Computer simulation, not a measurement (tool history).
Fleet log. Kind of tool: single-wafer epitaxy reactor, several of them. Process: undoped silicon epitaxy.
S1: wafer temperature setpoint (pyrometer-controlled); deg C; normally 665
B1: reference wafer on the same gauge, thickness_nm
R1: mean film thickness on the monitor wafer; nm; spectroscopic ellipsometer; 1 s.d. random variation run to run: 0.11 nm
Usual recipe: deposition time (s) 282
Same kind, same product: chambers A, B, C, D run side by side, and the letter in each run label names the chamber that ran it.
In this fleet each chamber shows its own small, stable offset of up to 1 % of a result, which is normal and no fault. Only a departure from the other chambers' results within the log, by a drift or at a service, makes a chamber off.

{"run": "1B", "hour": 8.3, "S1": 665, "deposition time (s)": 282, "B1": 53.075, "R1": 65.526}
{"run": "2C", "hour": 13.1, "S1": 665, "deposition time (s)": 282, "B1": 53.082, "R1": 65.455}
{"run": "3A", "hour": 21.7, "S1": 665, "deposition time (s)": 282, "B1": 53.069, "R1": 65.177}
{"run": "4D", "hour": 28.4, "S1": 665, "deposition time (s)": 282, "B1": 53.069, "R1": 65.359}
{"run": "5A", "hour": 32.7, "S1": 665, "deposition time (s)": 282, "B1": 53.063, "R1": 64.933}
{"run": "6C", "hour": 41.1, "S1": 665, "deposition time (s)": 282, "B1": 53.015, "R1": 65.359}
{"run": "7D", "hour": 45.2, "S1": 665, "deposition time (s)": 282, "B1": 53.056, "R1": 65.037}
{"run": "8B", "hour": 49.1, "S1": 665, "deposition time (s)": 282, "B1": 53.028, "R1": 65.355}
{"run": "9A", "hour": 57.5, "S1": 665, "deposition time (s)": 282, "B1": 52.978, "R1": 65.106}
{"run": "10B", "hour": 63.8, "S1": 665, "deposition time (s)": 282, "B1": 53.013, "R1": 65.548}
{"run": "11D", "hour": 71.2, "S1": 665, "deposition time (s)": 282, "B1": 52.989, "R1": 65.013}
{"run": "12C", "hour": 79.7, "S1": 665, "deposition time (s)": 282, "B1": 52.969, "R1": 65.277}
{"run": "13B", "hour": 88.3, "S1": 665, "deposition time (s)": 282, "B1": 52.966, "R1": 65.39}
{"run": "14A", "hour": 92.4, "S1": 665, "deposition time (s)": 282, "B1": 52.975, "R1": 64.948}
{"run": "15D", "hour": 97.0, "S1": 665, "deposition time (s)": 282, "B1": 52.917, "R1": 65.218}
{"run": "16C", "hour": 105.5, "S1": 665, "deposition time (s)": 282, "B1": 52.92, "R1": 65.248}
{"hour": 106.6, "done": "chamber A: pyrometer calibrated"}
{"run": "17C", "hour": 110.1, "S1": 665, "deposition time (s)": 282, "B1": 52.921, "R1": 65.207}
{"run": "18D", "hour": 114.9, "S1": 665, "deposition time (s)": 282, "B1": 52.906, "R1": 65.109}
{"run": "19B", "hour": 120.5, "S1": 665, "deposition time (s)": 282, "B1": 52.888, "R1": 65.535}
{"run": "20A", "hour": 127.7, "S1": 660, "deposition time (s)": 335, "B1": 52.882, "R1": 69.469}
{"run": "21A", "hour": 136.0, "S1": 660, "deposition time (s)": 335, "B1": 52.854, "R1": 69.457}
{"run": "22D", "hour": 142.0, "S1": 660, "deposition time (s)": 335, "B1": 52.868, "R1": 69.518}
{"run": "23B", "hour": 146.0, "S1": 660, "deposition time (s)": 335, "B1": 52.848, "R1": 69.681}
{"run": "24C", "hour": 153.3, "S1": 665, "deposition time (s)": 282, "B1": 52.825, "R1": 65.065}
{"run": "25B", "hour": 160.6, "S1": 651, "deposition time (s)": 312, "B1": 52.808, "R1": 53.536}
{"run": "26A", "hour": 169.2, "S1": 651, "deposition time (s)": 312, "B1": 52.797, "R1": 53.4}
{"run": "27D", "hour": 173.4, "S1": 651, "deposition time (s)": 312, "B1": 52.808, "R1": 53.094}
{"run": "28C", "hour": 180.8, "S1": 651, "deposition time (s)": 312, "B1": 52.773, "R1": 53.187}
{"run": "29B", "hour": 185.5, "S1": 665, "deposition time (s)": 282, "B1": 52.781, "R1": 65.125}
{"run": "30D", "hour": 191.8, "S1": 665, "deposition time (s)": 282, "B1": 52.782, "R1": 64.959}
{"run": "31A", "hour": 196.1, "S1": 665, "deposition time (s)": 282, "B1": 52.771, "R1": 64.872}
{"run": "32C", "hour": 203.1, "S1": 665, "deposition time (s)": 282, "B1": 52.759, "R1": 64.819}
{"run": "33B", "hour": 208.5, "S1": 665, "deposition time (s)": 282, "B1": 52.749, "R1": 65.319}

Predict what each chamber gives when all 4 of them run the settings below next.
{"run": "34A", "hour": 214.7, "S1": 665, "deposition time (s)": 262, "R1": "?"}
{"run": "34B", "hour": 214.7, "S1": 665, "deposition time (s)": 262, "R1": "?"}
{"run": "34C", "hour": 214.7, "S1": 665, "deposition time (s)": 262, "R1": "?"}
{"run": "34D", "hour": 214.7, "S1": 665, "deposition time (s)": 262, "R1": "?"}

run=34A R1=60.232
run=34B R1=60.396
run=34C R1=60.462
run=34D R1=60.286
